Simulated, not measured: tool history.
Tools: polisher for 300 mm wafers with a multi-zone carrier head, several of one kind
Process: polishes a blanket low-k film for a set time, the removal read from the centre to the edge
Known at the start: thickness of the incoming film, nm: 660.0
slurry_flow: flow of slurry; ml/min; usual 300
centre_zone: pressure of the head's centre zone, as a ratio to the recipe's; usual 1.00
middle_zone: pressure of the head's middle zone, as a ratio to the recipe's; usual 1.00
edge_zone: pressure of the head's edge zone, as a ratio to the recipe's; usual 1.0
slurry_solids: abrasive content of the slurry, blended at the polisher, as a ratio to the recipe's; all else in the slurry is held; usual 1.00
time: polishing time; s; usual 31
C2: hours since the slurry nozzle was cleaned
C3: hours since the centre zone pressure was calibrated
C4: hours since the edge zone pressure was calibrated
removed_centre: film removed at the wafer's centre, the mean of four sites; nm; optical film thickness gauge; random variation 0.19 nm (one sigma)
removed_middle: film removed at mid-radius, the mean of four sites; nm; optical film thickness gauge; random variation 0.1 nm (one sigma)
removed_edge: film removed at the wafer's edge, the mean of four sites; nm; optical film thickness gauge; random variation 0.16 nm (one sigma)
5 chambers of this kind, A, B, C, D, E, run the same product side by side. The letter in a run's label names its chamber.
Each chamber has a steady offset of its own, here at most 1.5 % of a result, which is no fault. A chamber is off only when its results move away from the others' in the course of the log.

{"run": "1E", "hour": 5.2, "slurry_flow": 300, "centre_zone": 1.0, "middle_zone": 1.0, "edge_zone": 1.0, "slurry_solids": 1.0, "time": 31, "wafers polished on this pad": 307, "C2": 465.2, "C3": 513.4, "C4": 127.7, "removed_centre": 15.589, "removed_middle": 15.857, "removed_edge": 15.812}
{"run": "2C", "hour": 12.6, "slurry_flow": 300, "centre_zone": 1.0, "middle_zone": 1.0, "edge_zone": 1.0, "slurry_solids": 1.0, "time": 31, "wafers polished on this pad": 785, "C2": 572.1, "C3": 237.0, "C4": 145.6, "removed_centre": 16.032, "removed_middle": 15.83, "removed_edge": 15.64}
{"run": "3B", "hour": 17.5, "slurry_flow": 300, "centre_zone": 1.0, "middle_zone": 1.0, "edge_zone": 1.0, "slurry_solids": 1.0, "time": 31, "wafers polished on this pad": 1159, "C2": 167.2, "C3": 86.7, "C4": 1149.8, "removed_centre": 16.037, "removed_middle": 16.03, "removed_edge": 15.773}
{"run": "4A", "hour": 22.5, "slurry_flow": 300, "centre_zone": 1.0, "middle_zone": 1.0, "edge_zone": 1.0, "slurry_solids": 1.0, "time": 31, "wafers polished on this pad": 1087, "C2": 188.1, "C3": 294.5, "C4": 914.2, "removed_centre": 16.344, "removed_middle": 16.034, "removed_edge": 16.134}
{"hour": 28.4, "done": "chamber B: worn pad replaced by a new one"}
{"run": "5D", "hour": 29.6, "slurry_flow": 300, "centre_zone": 1.0, "middle_zone": 1.0, "edge_zone": 1.0, "slurry_solids": 1.0, "time": 31, "wafers polished on this pad": 446, "C2": 354.5, "C3": 219.6, "C4": 211.8, "removed_centre": 16.074, "removed_middle": 16.054, "removed_edge": 16.063}
{"hour": 32.9, "done": "chamber C: worn pad replaced by a new one"}
{"run": "6D", "hour": 33.1, "slurry_flow": 300, "centre_zone": 1.0, "middle_zone": 1.0, "edge_zone": 1.0, "slurry_solids": 1.0, "time": 31, "wafers polished on this pad": 484, "C2": 358.0, "C3": 223.1, "C4": 215.3, "removed_centre": 15.686, "removed_middle": 15.799, "removed_edge": 15.973}
{"run": "7B", "hour": 38.5, "slurry_flow": 300, "centre_zone": 1.0, "middle_zone": 1.0, "edge_zone": 1.0, "slurry_solids": 1.0, "time": 31, "wafers polished on this pad": 110, "C2": 188.2, "C3": 107.7, "C4": 1170.8, "removed_centre": 15.584, "removed_middle": 15.999, "removed_edge": 16.064}
{"run": "8E", "hour": 45.6, "slurry_flow": 300, "centre_zone": 1.0, "middle_zone": 1.0, "edge_zone": 1.0, "slurry_solids": 1.0, "time": 31, "wafers polished on this pad": 746, "C2": 505.6, "C3": 553.8, "C4": 168.1, "removed_centre": 15.7, "removed_middle": 15.853, "removed_edge": 16.143}
{"run": "9C", "hour": 51.9, "slurry_flow": 300, "centre_zone": 1.0, "middle_zone": 1.0, "edge_zone": 1.0, "slurry_solids": 1.0, "time": 31, "wafers polished on this pad": 206, "C2": 611.4, "C3": 276.3, "C4": 184.9, "removed_centre": 16.096, "removed_middle": 15.817, "removed_edge": 15.992}
{"run": "10A", "hour": 57.0, "slurry_flow": 300, "centre_zone": 1.0, "middle_zone": 1.0, "edge_zone": 1.0, "slurry_solids": 1.0, "time": 31, "wafers polished on this pad": 1462, "C2": 222.6, "C3": 329.0, "C4": 948.7, "removed_centre": 15.878, "removed_middle": 15.816, "removed_edge": 16.063}
{"hour": 58.9, "done": "chamber A: worn pad replaced by a new one"}
{"hour": 59.8, "done": "chamber D: worn pad replaced by a new one"}
{"hour": 60.1, "done": "chamber E: worn pad replaced by a new one"}
{"run": "11D", "hour": 60.4, "slurry_flow": 300, "centre_zone": 1.0, "middle_zone": 1.0, "edge_zone": 1.0, "slurry_solids": 1.0, "time": 31, "wafers polished on this pad": 7, "C2": 385.3, "C3": 250.4, "C4": 242.6, "removed_centre": 15.955, "removed_middle": 15.793, "removed_edge": 16.329}
{"run": "12E", "hour": 66.5, "slurry_flow": 300, "centre_zone": 1.0, "middle_zone": 1.0, "edge_zone": 1.0, "slurry_solids": 1.0, "time": 31, "wafers polished on this pad": 69, "C2": 526.5, "C3": 574.7, "C4": 189.0, "removed_centre": 15.891, "removed_middle": 15.834, "removed_edge": 15.914}
{"run": "13C", "hour": 72.4, "slurry_flow": 300, "centre_zone": 1.0, "middle_zone": 1.0, "edge_zone": 1.0, "slurry_solids": 1.0, "time": 31, "wafers polished on this pad": 429, "C2": 631.9, "C3": 296.8, "C4": 205.4, "removed_centre": 16.027, "removed_middle": 15.771, "removed_edge": 15.794}
{"run": "14A", "hour": 79.2, "slurry_flow": 300, "centre_zone": 1.0, "middle_zone": 1.0, "edge_zone": 1.0, "slurry_solids": 1.0, "time": 31, "wafers polished on this pad": 220, "C2": 244.8, "C3": 351.2, "C4": 970.9, "removed_centre": 16.116, "removed_middle": 15.878, "removed_edge": 16.0}
{"run": "15B", "hour": 85.4, "slurry_flow": 300, "centre_zone": 1.0, "middle_zone": 1.0, "edge_zone": 1.0, "slurry_solids": 1.0, "time": 31, "wafers polished on this pad": 620, "C2": 235.1, "C3": 154.6, "C4": 1217.7, "removed_centre": 15.673, "removed_middle": 15.982, "removed_edge": 16.012}
{"run": "16B", "hour": 90.8, "slurry_flow": 300, "centre_zone": 1.0, "middle_zone": 1.0, "edge_zone": 1.1, "slurry_solids": 1.0, "time": 31, "wafers polished on this pad": 679, "C2": 240.5, "C3": 160.0, "C4": 1223.1, "removed_centre": 15.587, "removed_middle": 16.16, "removed_edge": 16.7}
{"run": "17D", "hour": 95.9, "slurry_flow": 300, "centre_zone": 1.0, "middle_zone": 1.0, "edge_zone": 1.1, "slurry_solids": 1.0, "time": 31, "wafers polished on this pad": 393, "C2": 420.8, "C3": 285.9, "C4": 278.1, "removed_centre": 16.033, "removed_middle": 15.931, "removed_edge": 16.852}
{"run": "18C", "hour": 99.6, "slurry_flow": 300, "centre_zone": 1.0, "middle_zone": 1.0, "edge_zone": 1.1, "slurry_solids": 1.0, "time": 31, "wafers polished on this pad": 725, "C2": 659.1, "C3": 324.0, "C4": 232.6, "removed_centre": 15.826, "removed_middle": 15.863, "removed_edge": 16.527}
{"run": "19A", "hour": 103.2, "slurry_flow": 300, "centre_zone": 1.0, "middle_zone": 1.0, "edge_zone": 1.1, "slurry_solids": 1.0, "time": 31, "wafers polished on this pad": 481, "C2": 268.8, "C3": 375.2, "C4": 994.9, "removed_centre": 15.819, "removed_middle": 16.055, "removed_edge": 16.823}
{"run": "20E", "hour": 110.3, "slurry_flow": 300, "centre_zone": 1.0, "middle_zone": 1.0, "edge_zone": 1.1, "slurry_solids": 1.0, "time": 31, "wafers polished on this pad": 545, "C2": 570.3, "C3": 618.5, "C4": 232.8, "removed_centre": 15.412, "removed_middle": 15.78, "removed_edge": 16.817}
{"run": "21A", "hour": 113.7, "slurry_flow": 300, "centre_zone": 1.0, "middle_zone": 1.0, "edge_zone": 1.0, "slurry_solids": 1.0, "time": 31, "wafers polished on this pad": 596, "C2": 279.3, "C3": 385.7, "C4": 1005.4, "removed_centre": 15.756, "removed_middle": 16.042, "removed_edge": 15.808}
{"run": "22C", "hour": 117.8, "slurry_flow": 300, "centre_zone": 1.0, "middle_zone": 1.0, "edge_zone": 1.0, "slurry_solids": 1.0, "time": 31, "wafers polished on this pad": 923, "C2": 677.3, "C3": 342.2, "C4": 250.8, "removed_centre": 16.318, "removed_middle": 15.692, "removed_edge": 15.864}
{"run": "23E", "hour": 122.1, "slurry_flow": 300, "centre_zone": 1.0, "middle_zone": 1.0, "edge_zone": 1.0, "slurry_solids": 1.0, "time": 31, "wafers polished on this pad": 674, "C2": 582.1, "C3": 630.3, "C4": 244.6, "removed_centre": 15.453, "removed_middle": 15.931, "removed_edge": 16.013}
{"hour": 124.8, "done": "chamber C: worn pad replaced by a new one"}
{"run": "24D", "hour": 127.2, "slurry_flow": 300, "centre_zone": 1.0, "middle_zone": 1.0, "edge_zone": 1.0, "slurry_solids": 1.0, "time": 31, "wafers polished on this pad": 734, "C2": 452.1, "C3": 317.2, "C4": 309.4, "removed_centre": 16.137, "removed_middle": 16.001, "removed_edge": 15.844}
{"run": "25B", "hour": 131.4, "slurry_flow": 300, "centre_zone": 1.0, "middle_zone": 1.0, "edge_zone": 1.0, "slurry_solids": 1.0, "time": 31, "wafers polished on this pad": 1120, "C2": 281.1, "C3": 200.6, "C4": 1263.7, "removed_centre": 15.884, "removed_middle": 15.952, "removed_edge": 15.711}
{"run": "26D", "hour": 134.7, "slurry_flow": 300, "centre_zone": 0.92, "middle_zone": 1.0, "edge_zone": 1.0, "slurry_solids": 0.75, "time": 31, "wafers polished on this pad": 815, "C2": 459.6, "C3": 324.7, "C4": 316.9, "removed_centre": 12.362, "removed_middle": 13.8, "removed_edge": 13.85}
{"run": "27E", "hour": 138.8, "slurry_flow": 300, "centre_zone": 0.92, "middle_zone": 1.0, "edge_zone": 1.0, "slurry_solids": 0.75, "time": 31, "wafers polished on this pad": 855, "C2": 598.8, "C3": 647.0, "C4": 261.3, "removed_centre": 12.21, "removed_middle": 13.968, "removed_edge": 14.033}
{"hour": 139.4, "done": "chamber D: worn pad replaced by a new one"}
{"hour": 143.3, "done": "chamber E: slurry nozzle cleaned"}
{"run": "28A", "hour": 144.1, "slurry_flow": 300, "centre_zone": 0.92, "middle_zone": 1.0, "edge_zone": 1.0, "slurry_solids": 0.75, "time": 31, "wafers polished on this pad": 926, "C2": 309.7, "C3": 416.1, "C4": 1035.8, "removed_centre": 12.632, "removed_middle": 13.755, "removed_edge": 13.883}
{"hour": 145.7, "done": "chamber E: worn pad replaced by a new one"}
{"hour": 145.8, "done": "chamber B: worn pad replaced by a new one"}
{"run": "29C", "hour": 148.9, "slurry_flow": 300, "centre_zone": 0.92, "middle_zone": 1.0, "edge_zone": 1.0, "slurry_solids": 0.75, "time": 31, "wafers polished on this pad": 263, "C2": 708.4, "C3": 373.3, "C4": 281.9, "removed_centre": 12.805, "removed_middle": 13.791, "removed_edge": 13.666}
{"run": "30B", "hour": 154.1, "slurry_flow": 300, "centre_zone": 0.92, "middle_zone": 1.0, "edge_zone": 1.0, "slurry_solids": 0.75, "time": 31, "wafers polished on this pad": 90, "C2": 303.8, "C3": 223.3, "C4": 1286.4, "removed_centre": 12.378, "removed_middle": 14.008, "removed_edge": 13.593}
{"run": "31A", "hour": 159.7, "slurry_flow": 300, "centre_zone": 1.0, "middle_zone": 1.0, "edge_zone": 1.0, "slurry_solids": 1.0, "time": 31, "wafers polished on this pad": 1096, "C2": 325.3, "C3": 431.7, "C4": 1051.4, "removed_centre": 16.027, "removed_middle": 16.029, "removed_edge": 15.901}
{"run": "32D", "hour": 165.0, "slurry_flow": 300, "centre_zone": 1.0, "middle_zone": 1.0, "edge_zone": 1.0, "slurry_solids": 1.0, "time": 31, "wafers polished on this pad": 279, "C2": 489.9, "C3": 355.0, "C4": 347.2, "removed_centre": 15.703, "removed_middle": 15.862, "removed_edge": 16.214}
{"run": "33C", "hour": 168.6, "slurry_flow": 300, "centre_zone": 1.0, "middle_zone": 1.0, "edge_zone": 1.0, "slurry_solids": 1.0, "time": 31, "wafers polished on this pad": 477, "C2": 728.1, "C3": 393.0, "C4": 301.6, "removed_centre": 16.054, "removed_middle": 15.67, "removed_edge": 15.678}
{"run": "34E", "hour": 173.4, "slurry_flow": 300, "centre_zone": 1.0, "middle_zone": 1.0, "edge_zone": 1.0, "slurry_solids": 1.0, "time": 31, "wafers polished on this pad": 301, "C2": 30.2, "C3": 681.6, "C4": 295.9, "removed_centre": 15.54, "removed_middle": 15.702, "removed_edge": 16.086}
{"run": "35B", "hour": 179.4, "slurry_flow": 300, "centre_zone": 1.0, "middle_zone": 1.0, "edge_zone": 1.0, "slurry_solids": 1.1, "time": 31, "wafers polished on this pad": 365, "C2": 329.1, "C3": 248.6, "C4": 1311.7, "removed_centre": 16.538, "removed_middle": 16.56, "removed_edge": 16.646}
{"run": "36C", "hour": 185.8, "slurry_flow": 300, "centre_zone": 1.0, "middle_zone": 1.0, "edge_zone": 1.0, "slurry_solids": 1.1, "time": 31, "wafers polished on this pad": 664, "C2": 745.3, "C3": 410.2, "C4": 318.8, "removed_centre": 16.898, "removed_middle": 16.565, "removed_edge": 16.64}
{"run": "37E", "hour": 190.0, "slurry_flow": 300, "centre_zone": 1.0, "middle_zone": 1.0, "edge_zone": 1.0, "slurry_solids": 1.1, "time": 31, "wafers polished on this pad": 482, "C2": 46.8, "C3": 698.2, "C4": 312.5, "removed_centre": 16.271, "removed_middle": 16.446, "removed_edge": 16.391}
{"hour": 190.2, "done": "chamber A: worn pad replaced by a new one"}
{"hour": 193.2, "done": "chamber D: centre zone pressure recalibrated"}
{"run": "38A", "hour": 195.1, "slurry_flow": 300, "centre_zone": 1.0, "middle_zone": 1.0, "edge_zone": 1.0, "slurry_solids": 1.1, "time": 31, "wafers polished on this pad": 53, "C2": 360.7, "C3": 467.1, "C4": 1086.8, "removed_centre": 16.419, "removed_middle": 16.859, "removed_edge": 16.687}
{"run": "39B", "hour": 199.8, "slurry_flow": 300, "centre_zone": 1.0, "middle_zone": 1.0, "edge_zone": 1.0, "slurry_solids": 1.1, "time": 31, "wafers polished on this pad": 587, "C2": 349.5, "C3": 269.0, "C4": 1332.1, "removed_centre": 16.553, "removed_middle": 16.552, "removed_edge": 16.501}
{"run": "40D", "hour": 203.5, "slurry_flow": 300, "centre_zone": 1.0, "middle_zone": 1.0, "edge_zone": 1.0, "slurry_solids": 1.0, "time": 31, "wafers polished on this pad": 697, "C2": 528.4, "C3": 10.3, "C4": 385.7, "removed_centre": 15.64, "removed_middle": 15.928, "removed_edge": 15.989}
{"run": "41E", "hour": 208.1, "slurry_flow": 300, "centre_zone": 1.0, "middle_zone": 1.0, "edge_zone": 1.0, "slurry_solids": 1.0, "time": 31, "wafers polished on this pad": 678, "C2": 64.9, "C3": 716.3, "C4": 330.6, "removed_centre": 15.728, "removed_middle": 15.783, "removed_edge": 16.121}
{"run": "42B", "hour": 215.0, "slurry_flow": 300, "centre_zone": 1.0, "middle_zone": 1.04, "edge_zone": 1.0, "slurry_solids": 1.0, "time": 31, "wafers polished on this pad": 752, "C2": 364.7, "C3": 284.2, "C4": 1347.3, "removed_centre": 15.895, "removed_middle": 16.358, "removed_edge": 15.692}
{"hour": 218.8, "done": "chamber D: worn pad replaced by a new one"}
{"run": "43A", "hour": 222.3, "slurry_flow": 300, "centre_zone": 1.0, "middle_zone": 1.04, "edge_zone": 1.0, "slurry_solids": 1.0, "time": 31, "wafers polished on this pad": 349, "C2": 387.9, "C3": 494.3, "C4": 1114.0, "removed_centre": 15.856, "removed_middle": 16.379, "removed_edge": 15.811}
{"hour": 224.8, "done": "chamber D: edge zone pressure recalibrated"}
{"run": "44D", "hour": 228.1, "slurry_flow": 300, "centre_zone": 1.0, "middle_zone": 1.04, "edge_zone": 1.0, "slurry_solids": 1.0, "time": 31, "wafers polished on this pad": 102, "C2": 553.0, "C3": 34.9, "C4": 3.3, "removed_centre": 15.757, "removed_middle": 16.625, "removed_edge": 16.033}

Next, every chamber runs the same settings. What will each give?
{"run": "45A", "hour": 233.4, "slurry_flow": 300, "centre_zone": 1.0, "middle_zone": 1.0, "edge_zone": 1.0, "slurry_solids": 1.0, "time": 35, "removed_centre": "?", "removed_middle": "?", "removed_edge": "?"}
{"run": "45B", "hour": 233.4, "slurry_flow": 300, "centre_zone": 1.0, "middle_zone": 1.0, "edge_zone": 1.0, "slurry_solids": 1.0, "time": 35, "removed_centre": "?", "removed_middle": "?", "removed_edge": "?"}
{"run": "45C", "hour": 233.4, "slurry_flow": 300, "centre_zone": 1.0, "middle_zone": 1.0, "edge_zone": 1.0, "slurry_solids": 1.0, "time": 35, "removed_centre": "?", "removed_middle": "?", "removed_edge": "?"}
{"run": "45D", "hour": 233.4, "slurry_flow": 300, "centre_zone": 1.0, "middle_zone": 1.0, "edge_zone": 1.0, "slurry_solids": 1.0, "time": 35, "removed_centre": "?", "removed_middle": "?", "removed_edge": "?"}
{"run": "45E", "hour": 233.4, "slurry_flow": 300, "centre_zone": 1.0, "middle_zone": 1.0, "edge_zone": 1.0, "slurry_solids": 1.0, "time": 35, "removed_centre": "?", "removed_middle": "?", "removed_edge": "?"}

run=45A removed_centre=18.348 removed_middle=18.104 removed_edge=17.991
run=45B removed_centre=17.788 removed_middle=18.094 removed_edge=17.618
run=45C removed_centre=17.717 removed_middle=17.738 removed_edge=17.830
run=45D removed_centre=17.615 removed_middle=18.113 removed_edge=18.137
run=45E removed_centre=18.062 removed_middle=17.801 removed_edge=17.630

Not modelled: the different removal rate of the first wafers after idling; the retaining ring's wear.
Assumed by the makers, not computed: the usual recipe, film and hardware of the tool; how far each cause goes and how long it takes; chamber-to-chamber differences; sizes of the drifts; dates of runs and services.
